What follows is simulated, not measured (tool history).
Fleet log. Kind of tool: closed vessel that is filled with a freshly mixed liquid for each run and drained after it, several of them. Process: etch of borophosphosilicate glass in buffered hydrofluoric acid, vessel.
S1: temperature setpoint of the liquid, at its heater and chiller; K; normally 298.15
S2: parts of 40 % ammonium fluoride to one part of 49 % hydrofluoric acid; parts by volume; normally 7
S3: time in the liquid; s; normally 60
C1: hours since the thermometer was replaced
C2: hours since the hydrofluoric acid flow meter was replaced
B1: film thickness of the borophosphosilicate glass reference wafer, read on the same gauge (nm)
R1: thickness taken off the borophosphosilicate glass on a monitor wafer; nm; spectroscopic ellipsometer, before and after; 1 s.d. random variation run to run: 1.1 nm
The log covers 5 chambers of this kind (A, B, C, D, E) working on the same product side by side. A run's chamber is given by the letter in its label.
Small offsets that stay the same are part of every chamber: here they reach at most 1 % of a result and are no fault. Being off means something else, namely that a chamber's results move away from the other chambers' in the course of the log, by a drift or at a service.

run,hour,S1,S2,S3,C1,C2,B1,R1
1E,7.9,298.15,7,60,327.1,714.6,30.035,159.4
2C,16.2,298.15,7,60,50.6,74.4,29.993,157.23
3D,20.9,298.15,7,60,200.6,525.5,30.007,157.34
4A,27.5,298.15,7,60,1052.7,1376.2,30.007,158.08
5B,33.1,298.15,7,60,211.9,575.6,29.961,157.07
6E,38.7,298.15,7,95,357.9,745.4,30.011,245.07
7A,42.6,298.15,7,95,1067.8,1391.3,29.987,250.22
8D,50.7,298.15,7,95,230.4,555.3,30.005,248.66
9C,56.8,298.15,7,95,91.2,115,30.018,250.76
10B,61.4,298.15,7,95,240.2,603.9,30.002,249.63
11E,66.8,298.15,7,60,386,773.5,29.996,154.48
12D,74,298.15,7,60,253.7,578.6,29.986,158.04
13A,82.4,298.15,7,40,1107.6,1431.1,30.026,106.08
14C,90.8,298.15,7,40,125.2,149,29.995,105.99
15B,96.3,298.15,7,40,275.1,638.8,29.996,104.05
16E,103,298.15,7,40,422.2,809.7,29.977,105.36
17D,109.4,298.15,7,40,289.1,614,29.977,104.96
18B,114.7,298.15,7,60,293.5,657.2,30.043,157.46
19A,120.1,298.15,7,60,1145.3,1468.8,30.006,157.41
20C,125.6,298.15,7,60,160,183.8,30.002,159.71
21A,130.4,298.15,5,75,1155.6,1479.1,30.027,264.87
22D,137.1,298.15,5,75,316.8,641.7,29.997,264.25
23C,143.5,298.15,5,75,177.9,201.7,29.963,265.95
24E,152,298.15,5,75,471.2,858.7,29.986,265.02
25B,159.8,298.15,5,75,338.6,702.3,29.992,268.81
26B,164.3,298.15,7,60,343.1,706.8,30.04,159.13
27C,173.1,298.15,7,60,207.5,231.3,29.989,157.51
28E,180.8,298.15,7,60,500,887.5,30.003,155.4
29A,187.2,298.15,7,60,1212.4,1535.9,30.005,158.45
30D,194.7,298.15,7,60,374.4,699.3,30.026,156.33

One chamber off, gauge drift, or nothing amiss beyond the chambers' own small offsets? If it is a chamber, which one, and what is the likeliest cause?

Beyond each chamber's small constant offset nothing stands out, and the gauge stays steady.
